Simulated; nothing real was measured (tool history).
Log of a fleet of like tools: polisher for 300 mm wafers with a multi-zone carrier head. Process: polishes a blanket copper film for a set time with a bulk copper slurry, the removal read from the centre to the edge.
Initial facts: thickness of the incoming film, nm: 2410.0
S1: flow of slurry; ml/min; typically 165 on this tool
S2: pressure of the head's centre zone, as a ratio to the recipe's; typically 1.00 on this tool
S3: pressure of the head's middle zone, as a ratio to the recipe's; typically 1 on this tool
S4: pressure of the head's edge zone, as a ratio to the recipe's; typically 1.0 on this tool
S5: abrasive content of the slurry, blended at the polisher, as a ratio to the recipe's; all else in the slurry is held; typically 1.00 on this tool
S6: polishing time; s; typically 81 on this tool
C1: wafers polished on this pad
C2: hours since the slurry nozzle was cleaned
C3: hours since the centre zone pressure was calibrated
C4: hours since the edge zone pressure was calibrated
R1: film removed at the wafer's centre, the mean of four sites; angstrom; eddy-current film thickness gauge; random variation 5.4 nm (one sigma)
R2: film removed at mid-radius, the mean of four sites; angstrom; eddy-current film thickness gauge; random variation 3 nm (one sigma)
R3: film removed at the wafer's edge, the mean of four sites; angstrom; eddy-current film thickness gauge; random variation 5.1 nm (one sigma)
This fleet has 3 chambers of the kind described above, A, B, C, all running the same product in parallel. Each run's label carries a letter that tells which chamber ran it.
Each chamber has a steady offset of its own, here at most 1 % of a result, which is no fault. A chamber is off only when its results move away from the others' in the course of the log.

run   hour   S1    S2  S3   S4    S5  S6    C1     C2     C3      C4      R1      R2      R3
       0.4  -- chamber C: worn pad replaced by a new one
 1B    4.6  165  1.00   1  1.0  1.00  81  1076  219.4  484.1   761.3  4049.1  4193.8  4266.0
       8.6  -- chamber B: worn pad replaced by a new one
 2A    8.7  165  1.00   1  1.0  1.00  81   795  130.7  660.5    74.8  4178.2  4190.2  4145.9
      15.5  -- chamber A: worn pad replaced by a new one
 3C   17.8  165  1.00   1  1.0  1.00  81   210  529.8  311.9  1033.1  4163.4  4182.0  4229.1
 4B   26.1  165  1.00   1  1.0  1.00  81   211  240.9  505.6   782.8  4112.1  4147.4  4167.3
 5C   32.8  165  1.00   1  1.0  1.00  81   391  544.8  326.9  1048.1  4072.9  4193.4  4131.3
 6A   38.4  165  1.00   1  1.0  1.00  81   277  160.4  690.2   104.5  4156.6  4176.6  4083.5
      41.2  -- chamber C: slurry nozzle cleaned
 7C   43.6  165  1.00   1  1.0  1.00  81   521    2.5  337.7  1058.9  4133.5  4161.6  4080.4
 8A   51.2  165  1.00   1  1.0  1.00  81   431  173.2  703.0   117.3  4204.7  4183.7  4230.4
 9B   56.0  165  1.00   1  1.0  1.00  81   571  270.8  535.5   812.7  4187.1  4085.8  4137.6
      56.7  -- chamber C: worn pad replaced by a new one
10A   63.2  165  1.05   1  1.0  1.25  81   576  185.2  715.0   129.3  4757.2  4396.2  4470.6
11B   67.3  165  1.05   1  1.0  1.25  81   708  282.1  546.8   824.0  4521.2  4288.6  4425.3
12C   72.5  165  1.05   1  1.0  1.25  81   191   31.4  366.6  1087.8  4640.7  4366.4  4317.1
13C   78.6  165  1.00   1  1.0  1.00  81   265   37.5  372.7  1093.9  4160.0  4121.0  4056.7
      84.5  -- chamber B: worn pad replaced by a new one
14B   86.0  165  1.00   1  1.0  1.00  81    18  300.8  565.5   842.7  4046.0  3995.4  4163.9
15A   91.3  165  1.00   1  1.0  1.00  81   915  213.3  743.1   157.4  4222.8  4163.0  4145.4
16C   96.4  165  1.00   1  1.0  1.00  81   480   55.3  390.5  1111.7  4042.3  4139.4  4110.5
      98.0  -- chamber A: worn pad replaced by a new one
17B  104.2  215  1.00   1  1.0  1.00  81   238  319.0  583.7   860.9  4149.3  4212.1  4126.0
     105.3  -- chamber B: edge zone pressure recalibrated
     108.4  -- chamber C: worn pad replaced by a new one
18A  111.9  215  1.00   1  1.0  1.00  81   168  233.9  763.7   178.0  4429.4  4377.4  4273.5
19A  116.7  215  1.00   1  1.0  1.00  81   226  238.7  768.5   182.8  4329.7  4306.3  4463.9
20C  123.4  165  1.00   1  1.0  1.00  81   181   82.3  417.5  1138.7  4098.6  4206.9  4077.8
21B  130.3  165  1.00   1  1.0  1.00  81   553  345.1  609.8    25.1  3890.0  3896.7  4016.5
22C  135.0  165  1.00   1  1.0  1.00  81   321   93.9  429.1  1150.3  4057.1  4126.6  4124.6
23A  143.1  165  1.00   1  1.0  1.00  81   544  265.1  794.9   209.2  4224.7  4133.5  4205.8
24B  151.1  165  1.00   1  1.0  1.00  81   804  365.9  630.6    45.9  3842.7  3922.9  3989.3
25C  157.8  165  1.06   1  0.9  1.00  81   596  116.7  451.9  1173.1  4407.9  4150.8  4025.3
26B  165.3  165  1.06   1  0.9  1.00  81   975  380.1  644.8    60.1  4129.3  3863.7  3736.3

For the next run the whole fleet of 3 chambers uses the same settings. Give each chamber's results:
27A  171.7  165  1.00   1  1.0  1.00  81                   ?   ?   ?
27B  171.7  165  1.00   1  1.0  1.00  81                   ?   ?   ?
27C  171.7  165  1.00   1  1.0  1.00  81                   ?   ?   ?

run      R1      R2      R3
27A  4130.1  4193.0  4208.4
27B  3810.8  3849.3  3987.5
27C  4195.8  4207.9  4148.8
